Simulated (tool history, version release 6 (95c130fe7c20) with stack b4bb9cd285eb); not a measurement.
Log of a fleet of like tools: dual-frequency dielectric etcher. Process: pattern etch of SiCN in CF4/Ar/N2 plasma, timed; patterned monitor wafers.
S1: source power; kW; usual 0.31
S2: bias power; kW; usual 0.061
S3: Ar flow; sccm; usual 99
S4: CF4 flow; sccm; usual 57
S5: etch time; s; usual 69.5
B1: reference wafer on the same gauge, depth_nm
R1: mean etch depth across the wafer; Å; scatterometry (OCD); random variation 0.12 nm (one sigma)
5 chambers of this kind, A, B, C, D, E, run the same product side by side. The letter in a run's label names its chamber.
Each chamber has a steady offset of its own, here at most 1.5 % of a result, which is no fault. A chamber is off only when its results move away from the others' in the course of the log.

| run | day | S1 | S2 | S3 | S4 | S5 | B1 | R1 |
|---|---|---|---|---|---|---|---|---|
|  | 0.175 | chamber B: wet clean of the chamber |
| 1E | 0.242 | 0.31 | 0.061 | 99 | 57 | 69.5 | 43.426 | 395.42 |
| 2A | 0.642 | 0.31 | 0.061 | 99 | 57 | 69.5 | 43.431 | 393.9 |
| 3B | 1.075 | 0.31 | 0.061 | 99 | 57 | 69.5 | 43.381 | 395.64 |
| 4C | 1.517 | 0.31 | 0.061 | 99 | 57 | 69.5 | 43.395 | 394.41 |
|  | 1.692 | chamber B: bias power generator calibrated |
| 5D | 1.975 | 0.31 | 0.061 | 99 | 57 | 69.5 | 43.37 | 400.53 |
| 6E | 2.233 | 0.31 | 0.061 | 88 | 57 | 69.5 | 43.4 | 404.51 |
| 7A | 2.479 | 0.31 | 0.061 | 88 | 57 | 69.5 | 43.404 | 401.65 |
| 8D | 2.829 | 0.31 | 0.061 | 88 | 57 | 69.5 | 43.44 | 406.87 |
| 9C | 3.108 | 0.31 | 0.061 | 88 | 57 | 69.5 | 43.41 | 403.54 |
| 10B | 3.558 | 0.31 | 0.061 | 88 | 57 | 69.5 | 43.373 | 400.46 |
| 11C | 3.925 | 0.31 | 0.061 | 99 | 57 | 69.5 | 43.402 | 395.38 |
|  | 4.05 | chamber E: wet clean of the chamber |
| 12A | 4.192 | 0.31 | 0.061 | 99 | 57 | 69.5 | 43.401 | 397.36 |
|  | 4.271 | chamber B: source power generator calibrated |
| 13D | 4.525 | 0.31 | 0.061 | 99 | 57 | 69.5 | 43.408 | 398.91 |
| 14E | 4.883 | 0.31 | 0.061 | 99 | 57 | 69.5 | 43.435 | 395.9 |
| 15B | 5.271 | 0.31 | 0.061 | 99 | 57 | 69.5 | 43.408 | 380.11 |
| 16C | 5.754 | 0.31 | 0.061 | 99 | 69 | 69.5 | 43.43 | 406.77 |
| 17B | 5.992 | 0.31 | 0.061 | 99 | 69 | 69.5 | 43.431 | 390.97 |
| 18E | 6.4 | 0.31 | 0.061 | 99 | 69 | 69.5 | 43.389 | 408.53 |
| 19D | 6.871 | 0.31 | 0.061 | 99 | 69 | 69.5 | 43.395 | 410.85 |
| 20A | 7.296 | 0.31 | 0.061 | 99 | 69 | 69.5 | 43.396 | 404.76 |
| 21A | 7.533 | 0.34 | 0.061 | 99 | 57 | 69.5 | 43.417 | 430.52 |
| 22C | 7.908 | 0.34 | 0.061 | 99 | 57 | 69.5 | 43.397 | 430.25 |
| 23B | 8.188 | 0.34 | 0.061 | 99 | 57 | 69.5 | 43.402 | 409.82 |
| 24D | 8.521 | 0.34 | 0.061 | 99 | 57 | 69.5 | 43.426 | 431.35 |
| 25E | 9.012 | 0.34 | 0.061 | 99 | 57 | 69.5 | 43.412 | 429.36 |
| 26C | 9.238 | 0.31 | 0.061 | 99 | 70 | 69.5 | 43.415 | 409.46 |
| 27B | 9.554 | 0.31 | 0.061 | 99 | 70 | 69.5 | 43.363 | 392.63 |
| 28A | 9.804 | 0.31 | 0.061 | 99 | 70 | 69.5 | 43.395 | 408.54 |
| 29D | 10.133 | 0.31 | 0.061 | 99 | 70 | 69.5 | 43.405 | 412.4 |
| 30E | 10.596 | 0.31 | 0.061 | 99 | 70 | 69.5 | 43.448 | 408.72 |
| 31A | 10.875 | 0.34 | 0.061 | 99 | 57 | 55 | 43.392 | 340.86 |
| 32B | 11.262 | 0.34 | 0.061 | 99 | 57 | 55 | 43.419 | 325.1 |
| 33D | 11.679 | 0.34 | 0.061 | 99 | 57 | 55 | 43.374 | 343.91 |

Is one chamber off against the others, does the gauge drift, or is nothing wrong? If a chamber is off, say which, and what the likeliest cause is.

A service left chamber B off against the others.
Cause: source power that arrives under what is set, % = 4.41.

Here are 4 candidates for chamber B's next run, each the usual settings with a change, their results left as question marks. Which one brings its results back in line with what the others give on the usual settings?
In line means no further than this from the other chambers' mean on the usual settings: R1 4.2 Å
| 34B-1 | 12.033 | 0.31 | 0.061 | 99 | 57 | 70.5 |  | ? |
| 34B-2 | 12.033 | 0.31 | 0.058 | 99 | 57 | 69.5 |  | ? |
| 34B-3 | 12.033 | 0.31 | 0.06 | 99 | 57 | 66.5 |  | ? |
| 34B-4 | 12.033 | 0.31 | 0.062 | 99 | 57 | 72.5 |  | ? |

The other chambers' mean on the usual settings: R1 396.87 Å
| run | R1 |
|---|---|
| 34B-1 | 384.76 |
| 34B-2 | 372.5 |
| 34B-3 | 360.78 |
| 34B-4 | 398.01 |
34B-4 brings the chamber back in line.
